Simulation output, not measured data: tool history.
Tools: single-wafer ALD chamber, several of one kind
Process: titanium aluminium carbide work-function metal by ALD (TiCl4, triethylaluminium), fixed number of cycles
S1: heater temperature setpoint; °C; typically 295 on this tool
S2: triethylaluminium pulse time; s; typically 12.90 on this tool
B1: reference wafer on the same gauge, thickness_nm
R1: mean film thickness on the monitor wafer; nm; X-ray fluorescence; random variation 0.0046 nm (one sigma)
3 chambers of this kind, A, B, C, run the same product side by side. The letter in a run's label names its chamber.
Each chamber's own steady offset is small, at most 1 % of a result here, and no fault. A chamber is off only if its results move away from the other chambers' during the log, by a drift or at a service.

run,hour,S1,S2,B1,R1
1C,4.9,295,12.90,2.3592,1.9977
2A,9.2,295,12.90,2.3604,2.0033
3B,14.4,295,12.90,2.3595,2.0098
4C,19.1,295,12.90,2.3607,1.9993
5B,23.5,295,12.90,2.3602,2.0078
6A,31.1,295,12.90,2.3600,2.0129
# hour 34.3: chamber A: thermocouple changed; heater temperature recalibrated
7A,36.1,295,12.90,2.3599,2.0051
8B,45.9,305,8.11,2.3594,1.9829
9C,54.9,305,8.11,2.3588,1.9850
10C,64.5,305,8.11,2.3600,1.9873
11B,72.5,307,12.90,2.3609,2.1163
12A,81.1,307,12.90,2.3605,2.1196
13B,88.2,307,12.90,2.3596,2.1050
14A,93.5,295,12.90,2.3593,2.0066
15C,101.1,295,12.90,2.3597,1.9926
16C,110.8,295,12.90,2.3592,1.9943
# hour 115.7: chamber C: thermocouple changed; heater temperature recalibrated
17B,117.3,295,12.90,2.3594,2.0023
18A,126.4,295,12.90,2.3606,2.0085
19A,132.7,295,12.90,2.3590,2.0078
20B,137.6,295,12.90,2.3577,2.0100
21C,144.4,295,12.90,2.3591,1.9717
22C,150.1,295,12.90,2.3597,1.9715
23B,155.8,295,12.90,2.3609,2.0107
24A,161.8,295,12.90,2.3602,2.0093
25C,168.4,309,10.29,2.3604,2.0598
26B,175.8,309,10.29,2.3606,2.0884
27A,181.5,309,10.29,2.3602,2.0943
28B,190.4,295,12.90,2.3619,2.0006
29C,200.1,295,12.90,2.3607,1.9758
30A,208.5,295,12.90,2.3597,2.0186
31C,213.0,295,12.90,2.3600,1.9733
32A,220.0,295,12.90,2.3608,2.0077
33B,229.6,283,9.53,2.3603,1.8518
34C,236.1,283,9.53,2.3579,1.8162
35A,240.8,283,9.53,2.3607,1.8517

Next, every chamber runs the same settings. What will each give?
36A,247.9,290,12.90,,?
36B,247.9,290,12.90,,?
36C,247.9,290,12.90,,?

run,R1
36A,1.9688
36B,1.9717
36C,1.9360

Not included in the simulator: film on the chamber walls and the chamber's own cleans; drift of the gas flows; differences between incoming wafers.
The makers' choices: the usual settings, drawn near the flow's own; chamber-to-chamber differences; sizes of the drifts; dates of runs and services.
